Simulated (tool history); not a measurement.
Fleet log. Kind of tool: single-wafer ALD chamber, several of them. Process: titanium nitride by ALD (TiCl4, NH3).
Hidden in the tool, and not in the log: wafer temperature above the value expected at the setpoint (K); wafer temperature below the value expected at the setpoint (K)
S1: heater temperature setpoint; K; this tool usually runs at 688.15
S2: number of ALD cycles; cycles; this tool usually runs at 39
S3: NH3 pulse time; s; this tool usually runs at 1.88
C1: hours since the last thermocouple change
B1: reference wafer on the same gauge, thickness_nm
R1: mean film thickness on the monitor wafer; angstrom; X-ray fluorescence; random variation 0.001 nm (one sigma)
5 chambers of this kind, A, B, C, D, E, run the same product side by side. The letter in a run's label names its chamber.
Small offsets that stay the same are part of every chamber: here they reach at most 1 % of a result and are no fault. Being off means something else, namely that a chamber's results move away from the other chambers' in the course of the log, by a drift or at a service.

Run 1D, hour 5.2: usual settings; C1 1682.1; B1 0.78211. Result: R1 8.6745 angstrom.
Run 2A, hour 10.4: usual settings; C1 1371.4; B1 0.78217. Result: R1 8.6469 angstrom.
Run 3E, hour 13.4: usual settings; C1 2619.7; B1 0.78235. Result: R1 8.6980 angstrom.
Run 4B, hour 18.0: usual settings; C1 218.8; B1 0.78221. Result: R1 8.6717 angstrom.
Run 5C, hour 22.9: usual settings but S2 46 cycles, S3 2.56 s; C1 155.5; B1 0.78257. Result: R1 10.3180 angstrom.
Run 6C, hour 27.5: usual settings but S2 46 cycles, S3 2.56 s; C1 160.1; B1 0.78270. Result: R1 10.3510 angstrom.
Run 7B, hour 31.7: usual settings but S2 46 cycles, S3 2.56 s; C1 232.5; B1 0.78279. Result: R1 10.3110 angstrom.
Run 8A, hour 35.8: usual settings but S2 46 cycles, S3 2.56 s; C1 1396.8; B1 0.78266. Result: R1 10.2690 angstrom.
Run 9D, hour 41.2: usual settings but S2 46 cycles, S3 2.56 s; C1 1718.1; B1 0.78328. Result: R1 10.3300 angstrom.
Run 10E, hour 43.8: usual settings; C1 2650.1; B1 0.78291. Result: R1 8.7249 angstrom.
Run 11B, hour 48.7: usual settings; C1 249.5; B1 0.78308. Result: R1 8.6843 angstrom.
Run 12D, hour 53.4: usual settings; C1 1730.3; B1 0.78327. Result: R1 8.6797 angstrom.
Run 13C, hour 59.0: usual settings but S1 693.15 K, S2 34 cycles; C1 191.6; B1 0.78366. Result: R1 7.5802 angstrom.
Run 14E, hour 63.5: usual settings but S1 693.15 K, S2 34 cycles; C1 2669.8; B1 0.78347. Result: R1 7.6205 angstrom.
Run 15A, hour 68.0: usual settings but S1 693.15 K, S2 34 cycles; C1 1429.0; B1 0.78340. Result: R1 7.5644 angstrom.
Run 16D, hour 72.2: usual settings but S1 693.15 K, S2 34 cycles; C1 1749.1; B1 0.78370. Result: R1 7.5678 angstrom.
Run 17A, hour 75.1: usual settings but S1 693.15 K, S2 34 cycles; C1 1436.1; B1 0.78377. Result: R1 7.5660 angstrom.
Run 18C, hour 79.8: usual settings; C1 212.4; B1 0.78422. Result: R1 8.6977 angstrom.
Run 19B, hour 85.1: usual settings; C1 285.9; B1 0.78429. Result: R1 8.6760 angstrom.
Run 20E, hour 89.4: usual settings; C1 2695.7; B1 0.78413. Result: R1 8.7425 angstrom.
Run 21A, hour 94.4: usual settings; C1 1455.4; B1 0.78407. Result: R1 8.6649 angstrom.
Run 22E, hour 98.7: usual settings; C1 2705.0; B1 0.78428. Result: R1 8.7394 angstrom.
Run 23C, hour 101.7: usual settings; C1 234.3; B1 0.78460. Result: R1 8.7168 angstrom.
Run 24B, hour 106.8: usual settings; C1 307.6; B1 0.78442. Result: R1 8.6843 angstrom.
Run 25D, hour 110.0: usual settings; C1 1786.9; B1 0.78486. Result: R1 8.6893 angstrom.
Run 26C, hour 114.2: usual settings; C1 246.8; B1 0.78453. Result: R1 8.7094 angstrom.
Run 27E, hour 117.8: usual settings; C1 2724.1; B1 0.78489. Result: R1 8.7510 angstrom.
Run 28D, hour 123.4: usual settings; C1 1800.3; B1 0.78486. Result: R1 8.6813 angstrom.
Run 29A, hour 128.7: usual settings; C1 1489.7; B1 0.78516. Result: R1 8.6849 angstrom.
Run 30B, hour 133.8: usual settings; C1 334.6; B1 0.78509. Result: R1 8.6861 angstrom.
Run 31C, hour 136.3: usual settings; C1 268.9; B1 0.78506. Result: R1 8.7212 angstrom.
Run 32E, hour 141.3: usual settings; C1 2747.6; B1 0.78553. Result: R1 8.7554 angstrom.
Run 33D, hour 146.0: usual settings but S1 681.15 K; C1 1822.9; B1 0.78570. Result: R1 8.6788 angstrom.
Run 34A, hour 149.4: usual settings but S1 681.15 K; C1 1510.4; B1 0.78549. Result: R1 8.6547 angstrom.
Run 35B, hour 153.3: usual settings but S1 681.15 K; C1 354.1; B1 0.78557. Result: R1 8.6682 angstrom.

Is one chamber off against the others, does the gauge drift, or is nothing wrong? If a chamber is off, say which, and what the likeliest cause is.

It is the gauge, not a chamber: its drift shows up in every chamber's results at once, and no chamber is off.
Likeliest cause: gauge reads high (%) = 0.486.

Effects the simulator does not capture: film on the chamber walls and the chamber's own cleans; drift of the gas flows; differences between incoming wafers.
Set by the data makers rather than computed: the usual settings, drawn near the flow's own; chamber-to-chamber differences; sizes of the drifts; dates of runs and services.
